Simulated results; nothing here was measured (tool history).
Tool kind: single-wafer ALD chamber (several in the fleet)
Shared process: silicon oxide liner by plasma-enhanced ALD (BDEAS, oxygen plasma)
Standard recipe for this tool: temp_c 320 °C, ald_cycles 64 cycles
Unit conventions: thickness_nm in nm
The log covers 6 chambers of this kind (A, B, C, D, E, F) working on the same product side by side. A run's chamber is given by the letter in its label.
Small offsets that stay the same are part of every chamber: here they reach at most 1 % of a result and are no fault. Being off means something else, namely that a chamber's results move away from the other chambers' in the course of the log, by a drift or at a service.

run,hour,temp_c,ald_cycles,hours since the last thermocouple change,"read-back reference wafer on the same gauge, thickness_nm",thickness_nm
1F,6.6,320,64,618,6.6805,5.7722
2B,11.8,320,64,1953.4,6.6806,5.7298
3C,19,320,64,2199.8,6.6837,5.8192
4E,24.7,320,64,453.1,6.6755,5.7397
5A,32,320,64,94.5,6.673,5.7803
6D,38.1,320,64,1164.2,6.681,5.7265
7D,44,320,64,1170.1,6.6765,5.7245
8A,48.7,320,64,111.2,6.6843,5.7826
9F,52.5,320,64,663.9,6.6775,5.7797
10C,57.9,320,64,2238.7,6.6772,5.7926
11E,62.7,320,64,491.1,6.6838,5.7199
12B,67,320,64,2008.6,6.6863,5.7284
13D,73.4,320,64,1199.5,6.6784,5.7525
14A,78.1,320,64,140.6,6.6845,5.7715
15F,85.5,320,64,696.9,6.6772,5.7713
16C,89.3,320,64,2270.1,6.6786,5.8061
17E,96,320,64,524.4,6.6825,5.7615
18B,101,320,64,2042.6,6.6805,5.7454
19C,104.7,334,56,2285.5,6.6751,4.9833
20D,112.1,334,56,1238.2,6.6792,4.9586
21B,116.9,334,56,2058.5,6.6803,4.9321
22F,123.8,334,56,735.2,6.678,4.9377
23A,129.9,334,56,192.4,6.6805,4.9342
24E,133.7,334,56,562.1,6.6785,4.9282
25F,140.1,320,64,751.5,6.6792,5.7997
26A,146.5,320,64,209,6.6787,5.7727
27B,150.9,314,75,2092.5,6.6777,6.7952
28E,156.4,314,75,584.8,6.679,6.7908
29C,163.6,314,75,2344.4,6.6782,6.8707
30D,167.6,314,75,1293.7,6.6844,6.7798
31D,174.9,314,75,1301,6.6785,6.786
32C,179,314,75,2359.8,6.6802,6.9044
33A,184.7,320,64,247.2,6.6823,5.8099
34F,189.5,320,64,800.9,6.6781,5.8115
35B,196.7,320,64,2138.3,6.6813,5.7666
36E,203.1,320,54,631.5,6.6771,4.8818
37E,207.9,320,54,636.3,6.6842,4.8434
38D,212.1,320,54,1338.2,6.6793,4.8196

Next, all 6 chambers run the settings below, one line each with question marks for the results. What does each chamber give?
39A,217.4,328,64,,,?
39B,217.4,328,64,,,?
39C,217.4,328,64,,,?
39D,217.4,328,64,,,?
39E,217.4,328,64,,,?
39F,217.4,328,64,,,?

run,thickness_nm
39A,5.676
39B,5.7003
39C,5.7213
39D,5.6863
39E,5.6718
39F,5.7329
